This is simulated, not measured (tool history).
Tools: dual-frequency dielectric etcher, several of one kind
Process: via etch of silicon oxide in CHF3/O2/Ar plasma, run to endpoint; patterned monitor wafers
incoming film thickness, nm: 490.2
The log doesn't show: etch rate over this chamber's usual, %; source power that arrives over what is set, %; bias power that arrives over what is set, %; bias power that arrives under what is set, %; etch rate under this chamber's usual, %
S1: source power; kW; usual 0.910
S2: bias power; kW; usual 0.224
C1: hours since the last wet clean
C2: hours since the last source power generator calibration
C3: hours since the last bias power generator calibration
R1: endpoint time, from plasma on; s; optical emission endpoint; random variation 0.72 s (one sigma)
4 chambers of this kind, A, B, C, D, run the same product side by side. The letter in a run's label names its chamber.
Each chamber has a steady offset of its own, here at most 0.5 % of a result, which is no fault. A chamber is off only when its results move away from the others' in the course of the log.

| run | hour | S1 | S2 | C1 | C2 | C3 | R1 |
|---|---|---|---|---|---|---|---|
| 1B | 9.5 | 0.910 | 0.224 | 236.1 | 2173.4 | 1443.2 | 197.30 |
| 2C | 23.4 | 0.910 | 0.224 | 89.3 | 3379.2 | 1259.9 | 197.97 |
| 3D | 30.8 | 0.910 | 0.224 | 170.3 | 1644.6 | 1273.6 | 196.02 |
| 4A | 44.6 | 0.910 | 0.224 | 135.1 | 1136.7 | 170.0 | 197.52 |
|  | 54.5 | chamber D: source power generator calibrated |
| 5B | 59.9 | 0.910 | 0.224 | 286.5 | 2223.8 | 1493.6 | 196.33 |
| 6C | 70.1 | 0.910 | 0.224 | 136.0 | 3425.9 | 1306.6 | 197.68 |
| 7A | 81.5 | 0.910 | 0.224 | 172.0 | 1173.6 | 206.9 | 196.42 |
| 8D | 95.3 | 0.910 | 0.254 | 234.8 | 40.9 | 1338.1 | 189.40 |
| 9B | 105.2 | 0.910 | 0.254 | 331.8 | 2269.1 | 1538.9 | 187.80 |
| 10D | 121.1 | 0.910 | 0.254 | 260.6 | 66.7 | 1363.9 | 188.06 |
| 11A | 130.1 | 0.910 | 0.254 | 220.6 | 1222.2 | 255.5 | 188.18 |
| 12C | 142.9 | 0.910 | 0.224 | 208.8 | 3498.7 | 1379.4 | 196.78 |
| 13C | 158.1 | 0.910 | 0.224 | 224.0 | 3513.9 | 1394.6 | 198.03 |
| 14B | 168.7 | 0.910 | 0.224 | 395.3 | 2332.6 | 1602.4 | 195.81 |
| 15A | 178.4 | 0.910 | 0.224 | 268.9 | 1270.5 | 303.8 | 194.89 |
| 16D | 194.3 | 0.910 | 0.224 | 333.8 | 139.9 | 1437.1 | 197.32 |
|  | 206.0 | chamber C: source power generator calibrated |
| 17C | 208.1 | 0.910 | 0.176 | 274.0 | 2.1 | 1444.6 | 213.09 |
| 18D | 216.5 | 0.910 | 0.176 | 356.0 | 162.1 | 1459.3 | 214.01 |
|  | 227.3 | chamber B: wet clean of the chamber |
| 19B | 229.0 | 0.910 | 0.176 | 1.8 | 2392.9 | 1662.7 | 206.69 |
| 20A | 238.6 | 0.910 | 0.176 | 329.1 | 1330.7 | 364.0 | 210.62 |
| 21A | 250.2 | 0.910 | 0.224 | 340.7 | 1342.3 | 375.6 | 195.92 |
|  | 252.2 | chamber C: wet clean of the chamber |
| 22C | 261.8 | 0.910 | 0.224 | 9.7 | 55.8 | 1498.3 | 197.90 |
| 23B | 272.2 | 0.910 | 0.224 | 45.0 | 2436.1 | 1705.9 | 189.97 |
| 24D | 287.5 | 0.910 | 0.224 | 427.0 | 233.1 | 1530.3 | 195.71 |
| 25A | 295.1 | 0.910 | 0.224 | 385.6 | 1387.2 | 420.5 | 196.09 |
| 26D | 303.2 | 0.910 | 0.224 | 442.7 | 248.8 | 1546.0 | 197.42 |
| 27B | 316.8 | 0.910 | 0.224 | 89.6 | 2480.7 | 1750.5 | 189.69 |
| 28C | 325.8 | 0.910 | 0.224 | 73.7 | 119.8 | 1562.3 | 198.73 |
|  | 336.7 | chamber B: source power generator calibrated |
| 29D | 337.7 | 0.910 | 0.224 | 477.2 | 283.3 | 1580.5 | 197.33 |
| 30A | 345.9 | 0.910 | 0.224 | 436.4 | 1438.0 | 471.3 | 196.79 |
|  | 361.1 | chamber D: wet clean of the chamber |
| 31C | 362.3 | 0.910 | 0.224 | 110.2 | 156.3 | 1598.8 | 196.99 |
| 32B | 377.3 | 0.910 | 0.224 | 150.1 | 40.7 | 1811.0 | 189.33 |
| 33C | 389.3 | 0.830 | 0.196 | 137.2 | 183.3 | 1625.8 | 215.50 |
| 34D | 402.4 | 0.830 | 0.196 | 41.4 | 348.0 | 1645.2 | 213.10 |
| 35A | 412.6 | 0.830 | 0.196 | 503.1 | 1504.7 | 538.0 | 212.81 |
| 36B | 424.7 | 0.830 | 0.196 | 197.5 | 88.1 | 1858.4 | 206.21 |
| 37B | 433.4 | 0.910 | 0.224 | 206.2 | 96.8 | 1867.1 | 190.03 |
| 38C | 444.6 | 0.910 | 0.224 | 192.5 | 238.6 | 1681.1 | 196.87 |

Is one chamber off against the others, does the gauge drift, or is nothing wrong? If a chamber is off, say which, and what the likeliest cause is.

A service left chamber B off against the others.
Cause: etch rate over this chamber's usual, % = 3.35.

Here are 4 candidates for chamber B's next run, each the usual settings with a change, their results left as question marks. Which one brings its results back in line with what the others give on the usual settings?
In line means no further than this from the other chambers' mean on the usual settings: R1 2.50 s
| 39B-1 | 456.4 | 0.910 | 0.184 |  |  |  | ? |
| 39B-2 | 456.4 | 0.860 | 0.213 |  |  |  | ? |
| 39B-3 | 456.4 | 0.910 | 0.264 |  |  |  | ? |
| 39B-4 | 456.4 | 0.960 | 0.235 |  |  |  | ? |

The other chambers' mean on the usual settings: R1 196.81 s
| run | R1 |
|---|---|
| 39B-1 | 202.68 |
| 39B-2 | 197.32 |
| 39B-3 | 179.55 |
| 39B-4 | 183.18 |
39B-2 brings the chamber back in line.

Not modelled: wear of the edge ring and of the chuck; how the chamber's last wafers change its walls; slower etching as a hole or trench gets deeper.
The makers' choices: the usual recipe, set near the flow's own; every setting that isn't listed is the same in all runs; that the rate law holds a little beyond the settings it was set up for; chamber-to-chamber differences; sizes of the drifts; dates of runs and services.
